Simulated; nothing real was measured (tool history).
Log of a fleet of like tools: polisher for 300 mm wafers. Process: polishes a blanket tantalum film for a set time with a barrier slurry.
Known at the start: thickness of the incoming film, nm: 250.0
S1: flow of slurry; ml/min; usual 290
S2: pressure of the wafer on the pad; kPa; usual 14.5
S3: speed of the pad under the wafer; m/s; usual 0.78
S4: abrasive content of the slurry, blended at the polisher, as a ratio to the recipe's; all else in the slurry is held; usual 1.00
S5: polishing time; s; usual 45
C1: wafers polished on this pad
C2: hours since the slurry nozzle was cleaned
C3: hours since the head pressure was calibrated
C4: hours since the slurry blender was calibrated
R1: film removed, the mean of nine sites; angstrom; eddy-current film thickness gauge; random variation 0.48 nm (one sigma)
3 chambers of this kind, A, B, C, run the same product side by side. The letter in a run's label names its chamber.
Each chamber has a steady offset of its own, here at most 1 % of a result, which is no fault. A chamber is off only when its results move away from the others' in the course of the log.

| run | hour | S1 | S2 | S3 | S4 | S5 | C1 | C2 | C3 | C4 | R1 |
|---|---|---|---|---|---|---|---|---|---|---|---|
|  | 5.7 | chamber C: worn pad replaced by a new one |
|  | 6.1 | chamber C: slurry blender recalibrated |
|  | 10.1 | chamber A: worn pad replaced by a new one |
| 1A | 10.5 | 290 | 14.5 | 0.78 | 1.00 | 45 | 4 | 225.6 | 259.4 | 302.1 | 677.91 |
|  | 16.0 | chamber A: slurry blender recalibrated |
| 2B | 20.4 | 290 | 14.5 | 0.78 | 1.00 | 45 | 513 | 437.9 | 576.8 | 94.7 | 688.58 |
| 3C | 25.9 | 290 | 14.5 | 0.78 | 1.00 | 45 | 208 | 76.8 | 682.1 | 19.8 | 693.51 |
| 4A | 36.3 | 290 | 14.5 | 0.78 | 1.00 | 45 | 269 | 251.4 | 285.2 | 20.4 | 686.98 |
|  | 40.6 | chamber B: worn pad replaced by a new one |
| 5B | 45.9 | 290 | 14.5 | 0.78 | 1.00 | 45 | 55 | 463.4 | 602.3 | 120.2 | 686.73 |
| 6C | 54.4 | 290 | 14.5 | 0.78 | 1.00 | 45 | 501 | 105.3 | 710.6 | 48.3 | 688.68 |
| 7B | 59.7 | 290 | 17.9 | 0.78 | 1.00 | 45 | 197 | 477.2 | 616.1 | 134.0 | 852.74 |
|  | 65.7 | chamber A: head pressure recalibrated |
| 8C | 67.5 | 290 | 17.9 | 0.78 | 1.00 | 45 | 636 | 118.4 | 723.7 | 61.4 | 851.33 |
|  | 68.0 | chamber C: worn pad replaced by a new one |
| 9A | 77.2 | 290 | 17.9 | 0.78 | 1.00 | 45 | 690 | 292.3 | 11.5 | 61.3 | 847.65 |
| 10C | 86.9 | 290 | 14.5 | 0.56 | 1.30 | 45 | 195 | 137.8 | 743.1 | 80.8 | 526.57 |
| 11B | 93.8 | 290 | 14.5 | 0.56 | 1.30 | 45 | 548 | 511.3 | 650.2 | 168.1 | 527.22 |
|  | 94.1 | chamber B: slurry nozzle cleaned |
| 12A | 102.3 | 290 | 14.5 | 0.56 | 1.30 | 45 | 948 | 317.4 | 36.6 | 86.4 | 523.56 |
|  | 106.4 | chamber C: head pressure recalibrated |
| 13B | 112.6 | 290 | 14.5 | 0.78 | 1.00 | 45 | 741 | 18.6 | 669.0 | 186.9 | 682.03 |
| 14C | 119.9 | 290 | 14.5 | 0.78 | 1.00 | 45 | 534 | 170.8 | 13.5 | 113.8 | 691.05 |
| 15A | 126.6 | 290 | 14.5 | 0.78 | 1.00 | 45 | 1198 | 341.7 | 60.9 | 110.7 | 682.22 |
|  | 127.3 | chamber B: worn pad replaced by a new one |
| 16A | 132.3 | 290 | 17.9 | 0.78 | 0.75 | 45 | 1257 | 347.4 | 66.6 | 116.4 | 769.99 |
|  | 133.7 | chamber C: worn pad replaced by a new one |
| 17B | 141.0 | 290 | 17.9 | 0.78 | 0.75 | 45 | 141 | 47.0 | 697.4 | 215.3 | 783.10 |
| 18C | 148.8 | 290 | 17.9 | 0.78 | 0.75 | 45 | 156 | 199.7 | 42.4 | 142.7 | 767.95 |
| 19C | 158.0 | 290 | 14.5 | 0.78 | 1.00 | 45 | 250 | 208.9 | 51.6 | 151.9 | 691.43 |
|  | 159.5 | chamber A: worn pad replaced by a new one |
|  | 159.5 | chamber B: slurry blender recalibrated |
| 20A | 168.0 | 290 | 14.5 | 0.78 | 1.00 | 45 | 88 | 383.1 | 102.3 | 152.1 | 684.17 |
| 21B | 178.4 | 290 | 14.5 | 0.78 | 1.00 | 45 | 526 | 84.4 | 734.8 | 18.9 | 696.14 |
| 22A | 185.3 | 225 | 14.5 | 0.78 | 1.00 | 52 | 266 | 400.4 | 119.6 | 169.4 | 766.15 |
| 23B | 192.6 | 225 | 14.5 | 0.78 | 1.00 | 52 | 672 | 98.6 | 749.0 | 33.1 | 786.92 |
|  | 199.7 | chamber C: worn pad replaced by a new one |
| 24C | 200.8 | 225 | 14.5 | 0.78 | 1.00 | 52 | 11 | 251.7 | 94.4 | 194.7 | 774.18 |
|  | 200.9 | chamber B: worn pad replaced by a new one |
| 25A | 210.1 | 290 | 14.5 | 0.78 | 1.00 | 45 | 521 | 425.2 | 144.4 | 194.2 | 683.24 |
|  | 213.8 | chamber C: slurry blender recalibrated |
| 26C | 217.0 | 290 | 14.5 | 0.78 | 1.00 | 45 | 178 | 267.9 | 110.6 | 3.3 | 689.90 |
| 27B | 223.0 | 290 | 14.5 | 0.78 | 1.00 | 45 | 227 | 129.0 | 779.4 | 63.5 | 717.27 |
| 28A | 233.6 | 290 | 14.5 | 0.78 | 1.00 | 45 | 763 | 448.7 | 167.9 | 217.7 | 692.07 |
| 29B | 244.0 | 290 | 14.5 | 0.78 | 1.00 | 45 | 443 | 150.0 | 800.4 | 84.5 | 713.28 |
| 30C | 250.0 | 290 | 14.5 | 0.78 | 1.00 | 45 | 518 | 300.9 | 143.6 | 36.3 | 686.52 |
| 31A | 258.3 | 195 | 14.5 | 0.78 | 1.00 | 45 | 1017 | 473.4 | 192.6 | 242.4 | 657.25 |
| 32C | 268.1 | 195 | 14.5 | 0.78 | 1.00 | 45 | 704 | 319.0 | 161.7 | 54.4 | 659.69 |
|  | 272.8 | chamber C: worn pad replaced by a new one |
| 33B | 273.4 | 195 | 14.5 | 0.78 | 1.00 | 45 | 746 | 179.4 | 829.8 | 113.9 | 686.83 |
|  | 280.5 | chamber B: worn pad replaced by a new one |
| 34B | 281.3 | 290 | 14.5 | 0.78 | 1.00 | 45 | 8 | 187.3 | 837.7 | 121.8 | 727.67 |
| 35A | 289.3 | 325 | 13.1 | 0.78 | 1.00 | 45 | 1336 | 504.4 | 223.6 | 273.4 | 625.52 |
| 36C | 295.3 | 325 | 13.1 | 0.78 | 1.00 | 45 | 232 | 346.2 | 188.9 | 81.6 | 622.75 |
| 37C | 300.6 | 325 | 13.1 | 0.78 | 1.00 | 45 | 286 | 351.5 | 194.2 | 86.9 | 626.82 |
|  | 309.3 | chamber A: worn pad replaced by a new one |
| 38A | 310.1 | 290 | 14.5 | 0.78 | 1.00 | 45 | 8 | 525.2 | 244.4 | 294.2 | 692.27 |
| 39B | 316.6 | 290 | 14.5 | 0.78 | 1.00 | 45 | 371 | 222.6 | 873.0 | 157.1 | 733.12 |
| 40A | 322.8 | 290 | 14.5 | 0.78 | 1.00 | 45 | 139 | 537.9 | 257.1 | 306.9 | 678.33 |
| 41B | 327.8 | 290 | 14.5 | 0.64 | 1.15 | 45 | 486 | 233.8 | 884.2 | 168.3 | 629.80 |
| 42C | 336.5 | 290 | 14.5 | 0.64 | 1.15 | 45 | 656 | 387.4 | 230.1 | 122.8 | 577.44 |
| 43B | 344.2 | 290 | 14.5 | 0.64 | 1.15 | 45 | 655 | 250.2 | 900.6 | 184.7 | 637.03 |

Next, every chamber runs the same settings. What will each give?
| 44A | 351.8 | 290 | 14.5 | 0.78 | 1.00 | 45 |  |  |  |  | ? |
| 44B | 351.8 | 290 | 14.5 | 0.78 | 1.00 | 45 |  |  |  |  | ? |
| 44C | 351.8 | 290 | 14.5 | 0.78 | 1.00 | 45 |  |  |  |  | ? |

| run | R1 |
|---|---|
| 44A | 688.09 |
| 44B | 742.77 |
| 44C | 697.04 |
